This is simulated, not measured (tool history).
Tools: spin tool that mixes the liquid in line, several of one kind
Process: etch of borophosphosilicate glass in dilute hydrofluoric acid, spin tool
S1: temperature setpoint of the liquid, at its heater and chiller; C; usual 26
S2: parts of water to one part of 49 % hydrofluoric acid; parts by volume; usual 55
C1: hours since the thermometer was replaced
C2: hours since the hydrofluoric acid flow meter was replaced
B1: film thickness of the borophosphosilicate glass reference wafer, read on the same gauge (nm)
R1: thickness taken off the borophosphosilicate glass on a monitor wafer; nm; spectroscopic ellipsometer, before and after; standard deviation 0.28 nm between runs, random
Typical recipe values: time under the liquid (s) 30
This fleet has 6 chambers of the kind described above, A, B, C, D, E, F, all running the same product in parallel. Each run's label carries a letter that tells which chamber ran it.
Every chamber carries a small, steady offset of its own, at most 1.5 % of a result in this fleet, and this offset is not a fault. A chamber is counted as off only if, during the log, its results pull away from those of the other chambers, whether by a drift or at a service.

Run 1C, hour 7.7: usual settings; C1 1083.9; C2 423.2; B1 50.03. Result: R1 38.335 nm.
Run 2D, hour 12.6: usual settings; C1 1271.5; C2 183; B1 50.002. Result: R1 37.481 nm.
Run 3F, hour 17.4: usual settings; C1 621.1; C2 256.8; B1 50.002. Result: R1 37.55 nm.
Run 4A, hour 24.9: usual settings; C1 223; C2 577.1; B1 50.003. Result: R1 38.516 nm.
Run 5E, hour 31.8: usual settings; C1 59.6; C2 669; B1 49.999. Result: R1 37.689 nm.
Run 6B, hour 39.5: usual settings; C1 2677; C2 225.7; B1 49.985. Result: R1 38.738 nm.
Run 7A, hour 46: usual settings but time under the liquid (s) 15; C1 244.1; C2 598.2; B1 49.993. Result: R1 19.254 nm.
Run 8C, hour 50.2: usual settings but time under the liquid (s) 15; C1 1126.4; C2 465.7; B1 49.994. Result: R1 18.947 nm.
Run 9F, hour 57: usual settings but time under the liquid (s) 15; C1 660.7; C2 296.4; B1 49.993. Result: R1 19.148 nm.
Run 10D, hour 61.8: usual settings but time under the liquid (s) 15; C1 1320.7; C2 232.2; B1 49.985. Result: R1 18.965 nm.
Run 11B, hour 70.3: usual settings but time under the liquid (s) 15; C1 2707.8; C2 256.5; B1 49.978. Result: R1 19.123 nm.
Run 12E, hour 74.9: usual settings but time under the liquid (s) 15; C1 102.7; C2 712.1; B1 50.019. Result: R1 18.639 nm.
Run 13D, hour 79.7: usual settings; C1 1338.6; C2 250.1; B1 49.991. Result: R1 37.815 nm.
Run 14B, hour 86: usual settings; C1 2723.5; C2 272.2; B1 50.002. Result: R1 38.234 nm.
Run 15F, hour 91.1: usual settings; C1 694.8; C2 330.5; B1 50.024. Result: R1 38.482 nm.
Run 16E, hour 95.7: usual settings; C1 123.5; C2 732.9; B1 50.02. Result: R1 37.937 nm.
Run 17C, hour 100.2: usual settings but S1 30.5 C, time under the liquid (s) 40; C1 1176.4; C2 515.7; B1 49.999. Result: R1 60.148 nm.
Run 18A, hour 106.2: usual settings but S1 30.5 C, time under the liquid (s) 40; C1 304.3; C2 658.4; B1 50.011. Result: R1 60.885 nm.
Run 19B, hour 112.8: usual settings but S1 30.5 C, time under the liquid (s) 40; C1 2750.3; C2 299; B1 50.005. Result: R1 59.913 nm.
Run 20E, hour 120.2: usual settings but S1 30.5 C, time under the liquid (s) 40; C1 148; C2 757.4; B1 50.009. Result: R1 60.381 nm.
Run 21C, hour 128.3: usual settings but S1 30.5 C, time under the liquid (s) 40; C1 1204.5; C2 543.8; B1 49.998. Result: R1 60.399 nm.
Run 22A, hour 133.1: usual settings but S1 30.5 C, time under the liquid (s) 40; C1 331.2; C2 685.3; B1 50.024. Result: R1 61.626 nm.
Run 23D, hour 141.1: usual settings but S1 29.5 C, time under the liquid (s) 35; C1 1400; C2 311.5; B1 50.024. Result: R1 50.446 nm.
Run 24F, hour 145.7: usual settings but S1 29.5 C, time under the liquid (s) 35; C1 749.4; C2 385.1; B1 50.001. Result: R1 49.6 nm.
Run 25A, hour 150.5: usual settings but S1 29.5 C, time under the liquid (s) 35; C1 348.6; C2 702.7; B1 50.015. Result: R1 51.287 nm.
Run 26E, hour 158: usual settings but S1 29.5 C, time under the liquid (s) 35; C1 185.8; C2 795.2; B1 50. Result: R1 50.453 nm.
Run 27C, hour 164.1: usual settings but S1 29.5 C, time under the liquid (s) 35; C1 1240.3; C2 579.6; B1 50.013. Result: R1 50.477 nm.
Run 28D, hour 170.7: usual settings but S1 29.5 C, time under the liquid (s) 35; C1 1429.6; C2 341.1; B1 49.975. Result: R1 50.116 nm.
Run 29F, hour 177.7: usual settings; C1 781.4; C2 417.1; B1 49.976. Result: R1 36.53 nm.
Run 30B, hour 183: usual settings; C1 2820.5; C2 369.2; B1 49.997. Result: R1 38.837 nm.
At hour 190: chamber B: thermometer replaced.
Run 31A, hour 191.8: usual settings; C1 389.9; C2 744; B1 49.958. Result: R1 38.826 nm.
Run 32B, hour 197.5: usual settings; C1 7.6; C2 383.7; B1 49.965. Result: R1 37.748 nm.
Run 33F, hour 205.8: usual settings; C1 809.5; C2 445.2; B1 49.996. Result: R1 35.865 nm.
Run 34D, hour 210: usual settings; C1 1468.9; C2 380.4; B1 49.986. Result: R1 37.515 nm.
Run 35C, hour 217.6: usual settings but S1 28 C; C1 1293.8; C2 633.1; B1 49.998. Result: R1 41.221 nm.
Run 36E, hour 222.6: usual settings but S1 28 C; C1 250.4; C2 859.8; B1 49.996. Result: R1 40.561 nm.

Read the log: is a single chamber off, either drifting away or since a service, is the gauge that measures every chamber drifting, or is nothing wrong beyond small per-chamber offsets? Name any odd chamber and what most likely caused it.

It is chamber F that slowly wanders off from its peers.
Most likely cause: hydrofluoric acid flow below the setpoint (%) = 5.68.
From this log alone, it may not be told apart from: liquid colder than its thermometer reads (K).

Which of the 4 candidates below, each the usual settings with something changed and its results left as question marks, puts chamber F back in line with what the other chambers give on the usual settings?
A result is in line if it is within this distance of the other chambers' mean on the usual settings: R1 0.98 nm
Run 37F-1, hour 229.1: usual settings but S1 24.5 C. Result: R1 ?.
Run 37F-2, hour 229.1: usual settings but S1 27.5 C. Result: R1 ?.
Run 37F-3, hour 229.1: usual settings but S1 23.5 C. Result: R1 ?.
Run 37F-4, hour 229.1: usual settings but S1 28.5 C. Result: R1 ?.

The mean the other chambers reach with the usual settings: R1 37.861 nm
  run      R1
37F-1    33.3
37F-2  37.644
37F-3  31.954
37F-4  39.178
With 37F-2, the chamber falls back in line with the rest.
